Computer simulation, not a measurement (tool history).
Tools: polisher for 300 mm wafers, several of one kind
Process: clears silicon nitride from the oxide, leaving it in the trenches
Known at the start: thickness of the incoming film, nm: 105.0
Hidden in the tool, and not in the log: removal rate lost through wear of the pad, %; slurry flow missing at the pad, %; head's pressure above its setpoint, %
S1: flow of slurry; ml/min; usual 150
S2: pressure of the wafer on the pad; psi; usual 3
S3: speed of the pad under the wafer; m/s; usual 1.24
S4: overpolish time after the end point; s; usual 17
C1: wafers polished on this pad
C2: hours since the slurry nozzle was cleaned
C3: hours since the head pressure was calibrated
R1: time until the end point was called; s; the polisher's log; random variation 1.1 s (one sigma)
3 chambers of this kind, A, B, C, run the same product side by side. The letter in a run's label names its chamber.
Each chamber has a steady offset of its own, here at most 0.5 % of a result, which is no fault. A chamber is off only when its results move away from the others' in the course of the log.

| run | hour | S1 | S2 | S3 | S4 | C1 | C2 | C3 | R1 |
|---|---|---|---|---|---|---|---|---|---|
|  | 5.5 | chamber A: worn pad replaced by a new one |
| 1C | 6 | 150 | 3 | 1.24 | 17 | 132 | 237.1 | 436.2 | 101.07 |
| 2A | 10.1 | 150 | 3 | 1.24 | 17 | 40 | 145.9 | 211.7 | 100.73 |
| 3B | 15.3 | 150 | 3 | 1.24 | 17 | 898 | 124.9 | 155.6 | 100.61 |
| 4B | 19 | 150 | 3 | 1.24 | 17 | 931 | 128.6 | 159.3 | 100.52 |
| 5C | 23.9 | 150 | 3 | 1.24 | 7 | 288 | 255 | 454.1 | 102.28 |
| 6A | 27.9 | 150 | 3 | 1.24 | 7 | 196 | 163.7 | 229.5 | 100.04 |
| 7B | 31.9 | 150 | 3 | 1.24 | 7 | 1043 | 141.5 | 172.2 | 100.26 |
| 8A | 35.4 | 150 | 3.7 | 1.24 | 26 | 261 | 171.2 | 237 | 80.588 |
| 9C | 41.2 | 150 | 3.7 | 1.24 | 26 | 439 | 272.3 | 471.4 | 81.099 |
| 10A | 46.6 | 150 | 3.7 | 1.24 | 26 | 359 | 182.4 | 248.2 | 80.025 |
| 11B | 54 | 150 | 3 | 1.24 | 17 | 1236 | 163.6 | 194.3 | 100.6 |
| 12C | 60.6 | 150 | 3 | 1.24 | 17 | 608 | 291.7 | 490.8 | 100.64 |
| 13A | 64.2 | 150 | 3 | 1.24 | 17 | 512 | 200 | 265.8 | 99.111 |
|  | 65.8 | chamber C: slurry nozzle cleaned |
| 14C | 68.6 | 150 | 3 | 1.24 | 17 | 678 | 2.9 | 498.8 | 102.35 |
|  | 70.4 | chamber C: worn pad replaced by a new one |
| 15B | 75.1 | 150 | 3 | 1.24 | 17 | 1420 | 184.7 | 215.4 | 106.36 |
| 16A | 81.4 | 150 | 3 | 1.24 | 17 | 662 | 217.2 | 283 | 99.423 |
| 17C | 89 | 150 | 3 | 1.24 | 17 | 162 | 23.3 | 519.2 | 102.48 |
| 18B | 95.9 | 150 | 3 | 1.24 | 17 | 1602 | 205.5 | 236.2 | 104.93 |
| 19C | 102.4 | 150 | 3 | 1.24 | 17 | 279 | 36.7 | 532.6 | 98.293 |
| 20B | 109.3 | 150 | 3 | 1.24 | 17 | 1718 | 218.9 | 249.6 | 108.01 |
| 21A | 114.5 | 150 | 3 | 1.24 | 17 | 951 | 250.3 | 316.1 | 100.78 |
| 22C | 122.4 | 150 | 3 | 1.24 | 17 | 453 | 56.7 | 552.6 | 99.069 |
| 23B | 128.2 | 150 | 3 | 1.24 | 17 | 1883 | 237.8 | 268.5 | 110.14 |
| 24A | 135.5 | 190 | 3 | 1.06 | 17 | 1134 | 271.3 | 337.1 | 111.39 |

Is one chamber off against the others, does the gauge drift, or is nothing wrong? If a chamber is off, say which, and what the likeliest cause is.

Chamber B drifts away from the others.
Cause: removal rate lost through wear of the pad, % = 12.2.
The log may not tell that from: slurry flow missing at the pad, %; head's pressure below its setpoint, %.

Here are 4 candidates for chamber B's next run, each the usual settings with a change, their results left as question marks. Which one brings its results back in line with what the others give on the usual settings?
In line means no further than this from the other chambers' mean on the usual settings: R1 4 s
| 25B-1 | 141.4 | 150 | 3 | 1.3 | 17 |  |  |  | ? |
| 25B-2 | 141.4 | 150 | 2.8 | 1.16 | 17 |  |  |  | ? |
| 25B-3 | 141.4 | 150 | 2.9 | 1.2 | 17 |  |  |  | ? |
| 25B-4 | 141.4 | 150 | 3.2 | 1.32 | 17 |  |  |  | ? |

The other chambers' mean on the usual settings: R1 99.974 s
| run | R1 |
|---|---|
| 25B-1 | 109.33 |
| 25B-2 | 131.26 |
| 25B-3 | 122.49 |
| 25B-4 | 100.87 |
25B-4 brings the chamber back in line.
